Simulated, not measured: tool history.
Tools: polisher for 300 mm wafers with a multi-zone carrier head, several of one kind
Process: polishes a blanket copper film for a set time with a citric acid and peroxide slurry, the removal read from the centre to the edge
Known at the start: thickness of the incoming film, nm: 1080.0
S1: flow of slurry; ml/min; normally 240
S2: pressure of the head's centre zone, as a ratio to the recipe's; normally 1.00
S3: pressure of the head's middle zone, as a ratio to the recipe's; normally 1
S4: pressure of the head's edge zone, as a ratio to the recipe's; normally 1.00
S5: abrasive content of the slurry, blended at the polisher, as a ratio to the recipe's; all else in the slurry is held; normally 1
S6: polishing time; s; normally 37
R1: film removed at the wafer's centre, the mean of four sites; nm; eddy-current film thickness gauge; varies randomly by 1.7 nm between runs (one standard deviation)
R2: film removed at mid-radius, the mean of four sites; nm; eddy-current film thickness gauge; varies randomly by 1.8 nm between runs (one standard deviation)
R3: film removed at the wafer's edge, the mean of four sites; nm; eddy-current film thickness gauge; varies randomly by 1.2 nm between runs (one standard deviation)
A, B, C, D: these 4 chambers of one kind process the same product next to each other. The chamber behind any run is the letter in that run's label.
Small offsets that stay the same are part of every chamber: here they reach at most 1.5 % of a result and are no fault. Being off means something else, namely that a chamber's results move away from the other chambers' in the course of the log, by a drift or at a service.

run	day	S1	S2	S3	S4	S5	S6	R1	R2	R3
# day 0.038: chamber A: centre zone pressure recalibrated
# day 0.446: chamber B: worn pad replaced by a new one
1B	0.579	240	1.00	1	1.00	1	37	128.96	130.32	131.41
2D	1.062	240	1.00	1	1.00	1	37	127.47	126.44	131.35
# day 1.158: chamber D: worn pad replaced by a new one
3C	1.396	240	1.00	1	1.00	1	37	130.64	128.74	128.80
4A	1.833	240	1.00	1	1.00	1	37	131.86	127.01	130.69
5B	2.217	240	1.00	1	1.00	1	37	128.10	131.17	133.92
6C	2.838	240	1.00	1	1.00	1	37	132.90	129.14	128.41
7D	3.471	240	1.00	1	1.00	1	37	131.89	130.99	131.06
8A	3.933	240	1.00	1	1.00	1	37	130.82	131.44	131.11
# day 3.954: chamber A: worn pad replaced by a new one
# day 4.196: chamber D: worn pad replaced by a new one
# day 4.396: chamber B: worn pad replaced by a new one
9B	4.583	240	1.00	1	1.00	1	37	128.59	128.04	130.42
10D	5.217	240	1.00	1	1.00	1	37	130.09	131.19	128.89
# day 5.362: chamber A: edge zone pressure recalibrated
# day 5.400: chamber C: slurry nozzle cleaned
11A	5.646	240	1.00	1	1.00	1	37	127.42	131.71	128.81
12C	6.025	240	1.00	1	1.00	1	37	124.19	127.34	125.71
13B	6.538	240	1.00	1	1.00	1	37	129.51	133.57	133.82
# day 6.729: chamber D: slurry nozzle cleaned
# day 7.042: chamber B: edge zone pressure recalibrated
14D	7.042	240	1.00	1	1.00	1	37	128.79	128.18	129.63
15C	7.479	240	0.91	1	0.89	1	37	113.71	124.23	118.10
# day 7.646: chamber B: worn pad replaced by a new one
# day 7.754: chamber D: worn pad replaced by a new one
16A	7.771	240	0.91	1	0.89	1	37	116.37	131.45	121.59
# day 8.079: chamber A: worn pad replaced by a new one
17D	8.229	240	0.91	1	0.89	1	37	117.56	130.56	124.08
18A	8.721	240	0.91	1	0.89	1	37	117.18	126.95	123.36
19C	9.088	240	1.00	1	1.00	1	37	122.33	123.89	122.49
20B	9.404	240	1.00	1	1.00	1	37	130.68	126.15	129.73
21D	9.838	240	1.00	1	1.00	1	37	128.03	131.44	129.76
22C	10.250	240	1.00	1	1.00	1	37	125.21	121.56	121.64
23A	10.792	240	1.00	1	1.00	1	37	134.64	129.22	129.91
# day 11.308: chamber D: worn pad replaced by a new one
24B	11.421	270	1.00	1	1.11	1	37	131.67	129.66	139.85
# day 11.479: chamber B: worn pad replaced by a new one
25C	12.071	270	1.00	1	1.11	1	37	125.81	122.65	128.53
26A	12.542	270	1.00	1	1.11	1	37	130.18	130.94	137.50
# day 12.729: chamber A: worn pad replaced by a new one
27D	12.879	270	1.00	1	1.11	1	37	130.10	130.04	138.71
# day 12.904: chamber D: centre zone pressure recalibrated
28B	13.358	240	1.00	1	1.00	1	37	126.49	129.49	128.94
29B	13.938	240	1.00	1	1.00	1	37	127.98	131.16	130.42
30A	14.300	240	1.00	1	1.00	1	37	130.19	130.72	129.33
# day 14.504: chamber D: worn pad replaced by a new one
31D	14.592	240	1.00	1	1.00	1	37	131.24	132.94	128.80
# day 14.921: chamber B: worn pad replaced by a new one
32C	14.958	240	1.00	1	1.00	1	37	121.80	118.82	118.79
33D	15.421	240	1.00	1	1.00	1	37	130.24	127.74	131.13
34B	15.821	240	1.00	1	1.00	1	37	130.07	130.68	130.60
35C	16.154	240	1.00	1	1.00	1	37	117.34	116.06	116.26
36A	16.646	240	1.00	1	1.00	1	37	131.93	131.48	129.59
37A	17.117	240	1.00	1	1.00	1	37	127.40	129.40	130.20

All chambers now run identical settings, listed one chamber a line with results as question marks. What results will each chamber show?
38A	17.583	240	1.00	1	1.00	1	37	?	?	?
38B	17.583	240	1.00	1	1.00	1	37	?	?	?
38C	17.583	240	1.00	1	1.00	1	37	?	?	?
38D	17.583	240	1.00	1	1.00	1	37	?	?	?

run	R1	R2	R3
38A	132.89	129.32	129.10
38B	129.66	126.31	132.87
38C	114.84	116.69	116.02
38D	125.37	132.56	129.33
